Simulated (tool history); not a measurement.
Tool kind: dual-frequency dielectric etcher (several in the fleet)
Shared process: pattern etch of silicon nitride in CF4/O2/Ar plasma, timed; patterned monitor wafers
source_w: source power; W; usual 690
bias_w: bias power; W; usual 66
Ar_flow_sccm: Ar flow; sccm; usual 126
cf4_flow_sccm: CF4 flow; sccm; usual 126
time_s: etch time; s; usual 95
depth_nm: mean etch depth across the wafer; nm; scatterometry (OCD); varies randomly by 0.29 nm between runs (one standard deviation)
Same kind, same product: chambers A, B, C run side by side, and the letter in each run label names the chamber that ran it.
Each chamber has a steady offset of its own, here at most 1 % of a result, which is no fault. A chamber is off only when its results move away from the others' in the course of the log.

run    day  source_w  bias_w  Ar_flow_sccm  cf4_flow_sccm  time_s  read-back reference wafer on the same gauge, depth_nm  depth_nm
 1C  0.142       690      66           126            126      95                                                 249.04    266.22
 2B  0.292       690      66           126            126      95                                                 249.07    267.79
 3A  0.508       690      66           126            126      95                                                 249.07    262.84
 4C  0.642       690      66           126            126      95                                                 249.08    265.96
 5A  0.879       690      66           126            126      95                                                 249.09    263.46
 6B  1.092       690      66           126            126      95                                                 249.16    267.82
 7B  1.321       690      66           126            126      95                                                 249.19    267.37
 8C  1.504       690      66           126            126      95                                                 249.20    266.03
 9A  1.746       690      66           126            126      95                                                 249.23    263.31
10C  1.983       690      66           126            126      95                                                 249.27    266.27
11B  2.129       690      66           126            126      95                                                 249.33    268.22
12A  2.338       690      66           126            126      95                                                 249.30    263.34
13C  2.492       690      52           137            126      95                                                 249.36    240.78
14A  2.621       690      52           137            126      95                                                 249.37    238.46
15B  2.821       690      52           137            126      95                                                 249.32    242.54
16B  3.012       690      66           126            126      95                                                 249.48    268.31
17C  3.233       690      66           126            126      95                                                 249.40    266.21
18A  3.450       690      66           126            126      95                                                 249.37    263.95
19C  3.688       690      66           126            126      95                                                 249.49    267.05
20B  3.921       690      66           126            126      95                                                 249.56    269.00
21A  4.117       690      66           126            126      95                                                 249.55    264.46
22A  4.329       690      66           126            126      95                                                 249.54    263.81
23C  4.512       540      66           126            151      95                                                 249.63    220.64
24B  4.679       540      66           126            151      95                                                 249.67    220.91
25C  4.854       540      66           126            151      95                                                 249.63    220.51
26B  5.021       690      66           126            126      95                                                 249.75    268.08
27A  5.229       690      66           126            126      95                                                 249.76    263.58
28C  5.371       690      66           126            126      95                                                 249.70    266.71
29A  5.600       690      66           126            126      95                                                 249.76    264.00
30B  5.725       690      66           126            126      95                                                 249.77    268.59
31B  5.896       690      66           126            126      95                                                 249.82    268.91
32C  6.108       690      66           126            126      95                                                 249.85    266.91
33A  6.271       690      66           126            126      95                                                 249.83    264.31
34C  6.438       690      66           126            126      95                                                 249.83    266.84
35B  6.575       690      66           126            115      95                                                 249.85    266.17
36A  6.796       690      66           126            115      95                                                 249.94    261.38
37B  7.008       690      66           126            115      95                                                 249.98    265.88
38A  7.262       690      66           126            126      95                                                 250.04    264.56
39C  7.525       690      66           126            157      75                                                 250.00    216.23
40B  7.783       690      66           126            157      75                                                 250.05    217.23
41A  7.983       690      66           126            157      75                                                 250.17    213.50

Is one chamber out of step, is the gauge drifting, or do the chambers differ by no more than their own small offsets? For an off chamber, give its letter and the likeliest cause.

Gauge drift. The chambers move together only on paper, and none stands off.
What lies behind it: gauge reads high (%) = 0.449.
